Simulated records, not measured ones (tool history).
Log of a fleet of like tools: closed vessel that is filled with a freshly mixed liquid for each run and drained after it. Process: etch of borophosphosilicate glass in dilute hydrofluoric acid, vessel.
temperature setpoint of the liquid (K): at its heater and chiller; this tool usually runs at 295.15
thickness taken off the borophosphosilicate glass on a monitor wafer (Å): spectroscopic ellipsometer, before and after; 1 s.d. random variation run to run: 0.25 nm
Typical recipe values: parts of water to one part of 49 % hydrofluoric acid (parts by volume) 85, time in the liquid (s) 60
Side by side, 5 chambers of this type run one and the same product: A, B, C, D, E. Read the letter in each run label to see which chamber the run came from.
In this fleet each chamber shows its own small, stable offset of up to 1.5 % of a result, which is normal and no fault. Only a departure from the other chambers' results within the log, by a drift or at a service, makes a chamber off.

run,day,temperature setpoint of the liquid (K),parts of water to one part of 49 % hydrofluoric acid (parts by volume),time in the liquid (s),"read-back film thickness of the borophosphosilicate glass reference wafer, read on the same gauge (nm)",thickness taken off the borophosphosilicate glass on a monitor wafer (Å)
1E,0.162,295.15,85,60,59.981,278.42
2A,0.275,295.15,85,60,59.99,273.43
3C,0.488,295.15,85,60,59.976,275.69
4B,0.692,295.15,85,60,60.019,273.99
5D,0.838,295.15,60,40,59.968,272.63
6D,1.008,295.15,60,40,60.033,271.83
# day 1.025: chamber D: thermometer replaced
7C,1.204,295.15,60,40,60.005,268.96
8B,1.325,295.15,60,40,60.012,271.27
9E,1.462,295.15,60,40,59.992,268.38
10A,1.579,295.15,115,40,60.005,128.07
11C,1.838,295.15,115,40,60.013,134.15
12E,2.054,295.15,115,40,59.992,130.82
13D,2.296,295.15,115,40,59.977,129.95
14B,2.529,295.15,115,40,59.967,129.15
15A,2.708,295.15,85,60,59.979,278.03
16A,2.904,295.15,85,80,60.01,363.61
17B,3.1,295.15,85,80,60.04,369.33
18C,3.217,295.15,85,80,60.017,372.86
19D,3.388,295.15,85,80,60.025,356.24
20E,3.55,295.15,85,80,60.006,362.94
21D,3.729,295.15,85,60,59.995,266.62
22A,3.912,295.15,85,60,59.95,271.21
23C,4.067,295.15,85,60,60.003,280.55
24E,4.188,295.15,85,60,59.995,274.33
25B,4.367,295.15,85,30,59.992,137.12
26D,4.521,295.15,85,30,60.036,131.49
27A,4.725,295.15,85,30,60.047,136.15
28C,4.933,295.15,85,30,60.016,137.95
29E,5.075,295.15,85,30,60.007,138.6
30B,5.212,295.15,85,60,59.996,275.4
31A,5.471,295.15,85,60,59.979,271.38
32B,5.612,295.15,85,60,59.975,271.99
33D,5.825,295.15,85,60,59.969,255.63

Each of the 5 chambers runs these same settings next. Fill in every chamber's results:
34A,6.012,295.15,85,85,,?
34B,6.012,295.15,85,85,,?
34C,6.012,295.15,85,85,,?
34D,6.012,295.15,85,85,,?
34E,6.012,295.15,85,85,,?

run,thickness taken off the borophosphosilicate glass on a monitor wafer (Å)
34A,388.17
34B,385.58
34C,395.45
34D,362.45
34E,391.09
